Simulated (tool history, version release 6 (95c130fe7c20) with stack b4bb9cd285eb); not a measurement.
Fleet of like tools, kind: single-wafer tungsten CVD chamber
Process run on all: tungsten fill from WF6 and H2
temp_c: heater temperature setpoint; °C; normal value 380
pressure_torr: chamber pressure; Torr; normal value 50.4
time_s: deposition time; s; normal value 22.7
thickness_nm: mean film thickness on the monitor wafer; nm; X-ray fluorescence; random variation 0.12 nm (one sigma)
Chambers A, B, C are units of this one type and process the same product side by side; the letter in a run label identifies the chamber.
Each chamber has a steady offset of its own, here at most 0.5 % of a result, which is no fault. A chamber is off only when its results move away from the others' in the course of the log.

| run | hour | temp_c | pressure_torr | time_s | hours since the last thermocouple change | hours since the last manometer calibration | read-back reference wafer on the same gauge, thickness_nm | thickness_nm |
|---|---|---|---|---|---|---|---|---|
| 1C | 14.7 | 380 | 50.4 | 22.7 | 2636.4 | 1548.6 | 45.985 | 57.033 |
| 2A | 27.2 | 380 | 50.4 | 22.7 | 2208.2 | 369.9 | 45.997 | 56.650 |
| 3B | 40.4 | 380 | 50.4 | 22.7 | 1185.1 | 412.0 | 45.997 | 57.108 |
|  | 46.7 | chamber C: thermocouple changed; heater temperature recalibrated |
| 4B | 50.5 | 380 | 50.4 | 22.7 | 1195.2 | 422.1 | 46.009 | 57.000 |
| 5C | 59.5 | 380 | 50.4 | 22.7 | 12.9 | 1593.4 | 45.986 | 57.267 |
| 6A | 69.5 | 380 | 50.4 | 22.7 | 2250.5 | 412.2 | 46.010 | 56.830 |
| 7A | 80.6 | 380 | 50.4 | 22.7 | 2261.6 | 423.3 | 45.992 | 57.097 |
| 8B | 88.1 | 380 | 50.4 | 22.7 | 1232.8 | 459.7 | 46.017 | 57.042 |
|  | 98.6 | chamber A: thermocouple changed; heater temperature recalibrated |
| 9C | 99.7 | 380 | 50.4 | 22.7 | 53.1 | 1633.6 | 45.979 | 57.005 |
| 10B | 111.5 | 380 | 38.1 | 19.8 | 1256.2 | 483.1 | 45.988 | 43.598 |
| 11A | 120.2 | 380 | 38.1 | 19.8 | 21.7 | 462.9 | 45.973 | 42.529 |
| 12C | 128.6 | 380 | 38.1 | 19.8 | 82.0 | 1662.5 | 46.006 | 43.826 |
| 13A | 140.4 | 372 | 50.4 | 22.7 | 41.9 | 483.1 | 45.995 | 47.068 |
| 14B | 148.3 | 372 | 50.4 | 22.7 | 1293.0 | 519.9 | 46.007 | 48.331 |
| 15C | 160.5 | 372 | 50.4 | 22.7 | 113.9 | 1694.4 | 45.998 | 48.364 |
| 16B | 168.3 | 380 | 50.4 | 22.7 | 1313.0 | 539.9 | 45.999 | 57.426 |
| 17C | 177.6 | 380 | 50.4 | 22.7 | 131.0 | 1711.5 | 45.989 | 56.907 |
| 18A | 188.4 | 380 | 50.4 | 22.7 | 89.9 | 531.1 | 46.014 | 55.436 |
| 19C | 201.1 | 380 | 50.4 | 22.7 | 154.5 | 1735.0 | 45.971 | 57.336 |
| 20A | 208.3 | 389 | 50.4 | 22.7 | 109.8 | 551.0 | 46.003 | 66.479 |
| 21B | 220.6 | 389 | 50.4 | 22.7 | 1365.3 | 592.2 | 45.966 | 68.019 |
| 22A | 229.1 | 389 | 50.4 | 22.7 | 130.6 | 571.8 | 46.017 | 66.194 |
| 23C | 242.6 | 380 | 50.4 | 22.7 | 196.0 | 1776.5 | 45.977 | 57.172 |

Has any chamber moved away from the others, gradually or after a service, or does the common gauge drift, or do the chambers differ only by their own small steady offsets? State the chamber and the most likely cause if one applies.

Chamber A came out of a service off from its peers and stayed that way.
What lies behind it: wafer temperature below the value expected at the setpoint (K) = 1.12.

Chamber A could run next with any of the 4 candidate recipes listed below; each alters the usual settings, and their results appear as question marks. Which one brings its results back in line with what the other chambers deliver on the usual settings?
A result is in line if it is within this distance of the other chambers' mean on the usual settings: thickness_nm 0.460 nm
| 24A-1 | 253.3 | 380 | 53.5 | 22.7 |  |  |  | ? |
| 24A-2 | 253.3 | 379 | 50.4 | 22.5 |  |  |  | ? |
| 24A-3 | 253.3 | 380 | 48.9 | 22.7 |  |  |  | ? |
| 24A-4 | 253.3 | 380 | 50.7 | 22.9 |  |  |  | ? |

Usual-settings mean across the other chambers: thickness_nm 57.101 nm
| run | thickness_nm |
|---|---|
| 24A-1 | 57.029 |
| 24A-2 | 53.930 |
| 24A-3 | 54.781 |
| 24A-4 | 56.178 |
24A-1 brings the chamber back in line.

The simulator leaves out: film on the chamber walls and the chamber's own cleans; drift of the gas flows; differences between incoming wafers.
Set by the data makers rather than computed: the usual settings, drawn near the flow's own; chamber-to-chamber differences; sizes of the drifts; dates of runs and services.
